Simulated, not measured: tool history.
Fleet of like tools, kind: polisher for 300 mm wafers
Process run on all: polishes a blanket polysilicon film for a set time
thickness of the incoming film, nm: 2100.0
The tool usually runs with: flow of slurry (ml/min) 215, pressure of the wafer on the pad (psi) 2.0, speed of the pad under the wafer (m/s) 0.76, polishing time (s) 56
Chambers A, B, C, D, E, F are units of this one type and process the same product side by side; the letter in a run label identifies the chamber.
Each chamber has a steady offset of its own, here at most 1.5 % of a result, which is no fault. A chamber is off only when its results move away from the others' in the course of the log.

run   hour  flow of slurry (ml/min)  pressure of the wafer on the pad (psi)  speed of the pad under the wafer (m/s)  polishing time (s)  wafers polished on this pad  hours since the slurry nozzle was cleaned  hours since the head pressure was calibrated  film removed (angstrom)
 1B    8.4                      215                                     2.0                                    0.76                  56                          823                                       59.2                                          10.8                   2176.3
 2C   16.8                      215                                     2.0                                    0.76                  56                          675                                      116.7                                         233.1                   2199.1
 3A   24.5                      215                                     2.0                                    0.76                  56                          179                                      722.0                                         920.8                   2192.2
      28.9  -- chamber A: slurry nozzle cleaned
 4D   32.8                      215                                     2.0                                    0.76                  56                          269                                      238.9                                         291.6                   2212.0
 5E   48.8                      215                                     2.0                                    0.76                  56                          666                                      193.8                                         410.7                   2228.9
      50.7  -- chamber C: worn pad replaced by a new one
 6F   58.4                      215                                     2.3                                    0.76                  39                         1242                                      625.5                                         538.0                   1781.4
      61.1  -- chamber B: worn pad replaced by a new one
 7E   66.9                      215                                     2.3                                    0.76                  39                          773                                      211.9                                         428.8                   1759.5
 8C   75.3                      215                                     2.3                                    0.76                  39                          146                                      175.2                                         291.6                   1761.9
 9D   84.6                      215                                     2.3                                    0.76                  39                          576                                      290.7                                         343.4                   1765.3
      95.4  -- chamber E: slurry nozzle cleaned
10B   97.2                      215                                     2.3                                    0.76                  39                          214                                      148.0                                          99.6                   1752.7
      98.1  -- chamber E: worn pad replaced by a new one
     106.6  -- chamber F: worn pad replaced by a new one
11F  107.6                      215                                     2.3                                    0.76                  39                            6                                      674.7                                         587.2                   1795.5
12A  116.1                      215                                     2.0                                    0.76                  56                          722                                       87.3                                        1012.4                   2191.7
     122.2  -- chamber F: slurry nozzle cleaned
13E  127.4                      215                                     2.0                                    0.76                  56                          174                                       32.1                                         489.3                   2231.5
     131.8  -- chamber D: worn pad replaced by a new one
14C  138.2                      250                                     2.0                                    0.60                  56                          518                                      238.1                                         354.5                   1786.8
     142.5  -- chamber D: head pressure recalibrated
15A  146.9                      250                                     2.0                                    0.60                  56                          904                                      118.1                                        1043.2                   1779.0
     156.4  -- chamber E: head pressure recalibrated
16B  160.1                      250                                     2.0                                    0.60                  56                          587                                      210.9                                         162.5                   1751.0
     163.1  -- chamber A: worn pad replaced by a new one
17F  172.3                      250                                     2.0                                    0.60                  56                          389                                       50.1                                         651.9                   1806.8
18D  187.1                      250                                     2.0                                    0.60                  56                          328                                      393.2                                          44.6                   1756.8
     189.0  -- chamber F: head pressure recalibrated
19E  201.6                      250                                     2.0                                    0.60                  56                          613                                      106.3                                          45.3                   1787.9
     204.6  -- chamber C: slurry nozzle cleaned
20A  214.8                      215                                     2.0                                    0.76                  56                          306                                      186.0                                        1111.1                   2178.1
     226.3  -- chamber C: worn pad replaced by a new one
21F  228.0                      215                                     2.0                                    0.76                  56                          720                                      105.8                                          39.1                   2083.8
22C  236.8                      215                                     2.0                                    0.76                  56                           62                                       32.2                                         453.1                   2210.1
     240.6  -- chamber B: worn pad replaced by a new one
     243.4  -- chamber C: head pressure recalibrated
23B  251.2                      215                                     2.0                                    0.76                  56                           63                                      302.0                                         253.6                   2148.8
24D  259.6                      215                                     2.0                                    0.76                  56                          757                                      465.7                                         117.1                   2198.2
     266.8  -- chamber D: worn pad replaced by a new one
25A  275.8                      215                                     2.0                                    0.76                  56                          668                                      247.0                                        1172.1                   2166.9
26F  291.0                      215                                     2.0                                    0.76                  56                         1093                                      168.8                                         102.1                   2090.6
     296.2  -- chamber E: worn pad replaced by a new one
     302.7  -- chamber E: slurry nozzle cleaned
27E  304.5                      180                                     1.5                                    0.76                  56                           49                                        1.8                                         148.2                   1615.7
     307.8  -- chamber D: slurry nozzle cleaned
28B  315.6                      180                                     1.5                                    0.76                  56                          445                                      366.4                                         318.0                   1605.8
     317.8  -- chamber F: worn pad replaced by a new one
29C  329.0                      180                                     1.5                                    0.76                  56                          609                                      124.4                                          85.7                   1598.5
     339.3  -- chamber A: worn pad replaced by a new one
30D  341.8                      180                                     1.5                                    0.76                  56                          444                                       34.0                                         199.3                   1622.6
31D  355.0                      180                                     1.5                                    0.76                  56                          523                                       47.2                                         212.5                   1628.3
32E  370.1                      180                                     1.5                                    0.76                  56                          438                                       67.4                                         213.8                   1622.7
     374.5  -- chamber C: worn pad replaced by a new one
33F  378.8                      215                                     2.0                                    0.76                  56                          362                                      256.6                                         189.9                   2098.9
34A  387.8                      215                                     2.0                                    0.76                  56                          287                                      359.0                                        1284.1                   2205.2
35B  399.5                      215                                     2.0                                    0.76                  56                          942                                      450.3                                         401.9                   2171.4
36C  415.3                      215                                     2.0                                    0.76                  56                          241                                      210.7                                         172.0                   2201.6

Is one chamber off against the others, does the gauge drift, or is nothing wrong? If a chamber is off, say which, and what the likeliest cause is.

Chamber F has stood off from the others ever since a service on it.
What lies behind it: head's pressure below its setpoint, % = 5.91.

Chamber F could run next with any of the 4 candidate recipes listed below; each alters the usual settings, and their results appear as question marks. Which one brings its results back in line with what the other chambers deliver on the usual settings?
Maximum distance from the other chambers' mean on the usual settings for a result to count as in line: film removed (angstrom) 47.0
37F-1  426.9                      215                                     2.0                                    0.76                  59                                                                                                                                              ?
37F-2  426.9                      215                                     2.0                                    0.74                  55                                                                                                                                              ?
37F-3  426.9                      215                                     2.0                                    0.76                  57                                                                                                                                              ?
37F-4  426.9                      215                                     2.0                                    0.76                  55                                                                                                                                              ?

Mean of the other chambers on the usual settings: film removed (angstrom) 2195.6
  run  film removed (angstrom)
37F-1                   2196.3
37F-2                   1994.3
37F-3                   2121.8
37F-4                   2047.4
Change 37F-1 lands the chamber within the allowed miss of the other chambers.

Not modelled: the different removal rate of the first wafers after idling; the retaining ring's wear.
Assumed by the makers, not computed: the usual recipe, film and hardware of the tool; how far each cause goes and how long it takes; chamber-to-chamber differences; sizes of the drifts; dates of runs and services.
